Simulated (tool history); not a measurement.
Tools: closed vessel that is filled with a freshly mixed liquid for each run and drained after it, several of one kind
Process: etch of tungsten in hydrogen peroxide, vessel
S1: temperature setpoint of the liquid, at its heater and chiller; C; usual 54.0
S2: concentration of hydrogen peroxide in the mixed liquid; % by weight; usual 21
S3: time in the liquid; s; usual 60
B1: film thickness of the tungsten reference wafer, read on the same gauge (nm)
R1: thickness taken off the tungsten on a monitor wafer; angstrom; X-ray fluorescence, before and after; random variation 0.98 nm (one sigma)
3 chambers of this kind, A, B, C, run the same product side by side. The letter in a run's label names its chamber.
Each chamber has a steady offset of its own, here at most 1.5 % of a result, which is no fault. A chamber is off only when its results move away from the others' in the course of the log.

run	hour	S1	S2	S3	B1	R1
1C	15.7	54.0	21	60	79.994	1214.40
# hour 24.2: chamber B: peroxide flow meter replaced
2A	31.5	54.0	21	60	80.027	1205.50
3B	39.4	54.0	21	60	80.000	1202.50
4A	47.3	54.0	21	60	79.994	1210.60
5C	62.2	54.0	21	60	80.007	1204.90
6B	73.0	54.0	21	60	80.000	1197.80
7A	82.9	54.0	21	60	79.989	1230.90
8B	95.8	54.0	21	60	80.009	1207.20
9C	107.5	54.0	21	60	80.015	1209.00
10A	122.1	46.0	21	60	79.993	740.94
11C	131.2	46.0	21	60	80.007	746.31
12B	144.6	46.0	21	60	79.997	736.96
13A	160.4	54.0	21	60	79.995	1218.80
14B	168.9	54.0	21	60	79.990	1203.20
15C	183.3	54.0	21	60	80.001	1203.50
# hour 191.8: chamber B: thermometer replaced
16A	195.5	54.0	21	60	80.008	1207.10
# hour 195.9: chamber B: new drum of peroxide connected
17B	205.1	54.0	21	60	80.007	1201.40
18C	219.3	54.0	21	60	80.015	1203.00
19A	234.9	54.0	21	60	80.009	1227.80
20C	250.6	54.0	21	60	79.998	1234.80
21B	257.5	58.5	21	60	80.007	1577.70
22B	267.8	58.5	21	60	79.996	1560.40
23A	275.4	58.5	21	60	80.030	1592.00
24C	290.2	54.0	21	60	80.014	1220.90
25C	299.0	54.0	21	60	80.016	1216.00
26A	311.0	54.0	21	60	80.004	1211.50
27B	318.0	54.0	21	60	79.991	1199.20
28B	333.5	54.0	21	60	80.010	1208.90
29C	342.2	54.0	21	60	80.005	1211.00

What goes on in this fleet: one chamber off, a drifting gauge, or nothing beyond the chambers' own small offsets? Name the chamber and the cause, if any.

No chamber stands off beyond its own small offset, and the gauge holds steady.
